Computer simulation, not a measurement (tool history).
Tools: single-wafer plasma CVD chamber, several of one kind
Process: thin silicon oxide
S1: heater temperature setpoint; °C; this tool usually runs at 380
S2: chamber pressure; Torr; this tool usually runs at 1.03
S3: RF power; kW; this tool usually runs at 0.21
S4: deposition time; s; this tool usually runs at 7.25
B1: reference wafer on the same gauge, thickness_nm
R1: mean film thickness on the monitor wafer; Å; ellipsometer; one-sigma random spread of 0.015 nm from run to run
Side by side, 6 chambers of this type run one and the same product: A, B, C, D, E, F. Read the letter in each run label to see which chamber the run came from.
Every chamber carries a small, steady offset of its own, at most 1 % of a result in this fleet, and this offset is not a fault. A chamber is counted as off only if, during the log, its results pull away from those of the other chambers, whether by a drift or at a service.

run   hour   S1    S2     S3    S4      B1      R1
 1F    4.9  380  1.03   0.21  7.25  12.398  141.27
 2E   11.3  380  1.03   0.21  7.25  12.398  140.27
 3B   14.4  380  1.03   0.21  7.25  12.398  140.89
 4D   19.9  380  1.03   0.21  7.25  12.395  142.29
 5A     26  373  1.03  0.245  7.25  12.395   152.5
 6C   28.9  373  1.03  0.245  7.25  12.393  151.57
 7F   31.7  373  1.03  0.245  7.25  12.392  152.31
 8D   36.4  373  1.03  0.245  7.25  12.389  153.17
 9A   42.3  373  1.03  0.245  7.25  12.389  152.55
10C   45.1  373  1.03  0.245  7.25  12.389  151.53
11E   48.3  380  1.03   0.21  7.25  12.386  140.17
12B     52  380  1.03   0.21  7.25  12.383  140.61
13D   55.5  380  1.03   0.21  7.25  12.387  142.11
14A   61.4  380  1.03   0.21  7.25  12.385  141.03
15C   66.3  380  1.03   0.21  7.25  12.385  140.24
16E   72.1  380  1.03   0.21  7.25  12.381  140.29
17B   75.3  380  1.03   0.21  7.25   12.38   140.4
18F   80.6  380  1.03   0.21  7.25  12.377  141.12
19B   85.6  380  1.16  0.225  7.25  12.379  157.44
20D   90.5  380  1.16  0.225  7.25  12.376  158.84
21C   94.1  380  1.16  0.225  7.25  12.375  156.78
22F   99.3  380  1.16  0.225  7.25  12.375  157.77
23A  105.1  380  1.16  0.225  7.25  12.375  157.92
24E  108.5  380  1.16  0.225  7.25  12.366  156.99
25A  113.2  380  1.03   0.21  7.25  12.368  140.86
26C  117.6  380  1.03   0.21  7.25  12.368  140.23
27E  123.5  380  1.03   0.21  7.25  12.371  139.74
28B  129.8  380  1.03   0.21  7.25  12.369  140.43
29D  132.9  380  1.03   0.21  7.25   12.36  141.68
30F  136.1  380  1.03   0.21  7.25  12.363  140.68
31F  142.5  369  1.03   0.24  7.25  12.363  151.04
32D  148.3  369  1.03   0.24  7.25  12.362  152.06
33B  152.4  369  1.03   0.24  7.25  12.363  150.57
34E  156.2  369  1.03   0.24  7.25  12.359  150.04
35C    162  369  1.03   0.24  7.25  12.356  150.24
36A  166.6  369  1.03   0.24  7.25  12.356  151.09
37C  171.9  380  1.03   0.21  7.25  12.357  139.91
38A  176.7  380  0.88   0.25  7.25  12.356  135.19
39D    182  380  0.88   0.25  7.25  12.351  135.43
40E  187.4  380  0.88   0.25  7.25  12.348  134.09
41B  191.3  380  0.88   0.25  7.25  12.351  134.26
42F  195.9  380  0.88   0.25  7.25  12.347  135.13
43C  202.3  380  0.88   0.25  7.25  12.344  134.26

Is one chamber out of step, is the gauge drifting, or do the chambers differ by no more than their own small offsets? For an off chamber, give its letter and the likeliest cause.

It is the gauge, not a chamber: its drift shows up in every chamber's results at once, and no chamber is off.
What lies behind it: gauge reads low (%) = 0.443.

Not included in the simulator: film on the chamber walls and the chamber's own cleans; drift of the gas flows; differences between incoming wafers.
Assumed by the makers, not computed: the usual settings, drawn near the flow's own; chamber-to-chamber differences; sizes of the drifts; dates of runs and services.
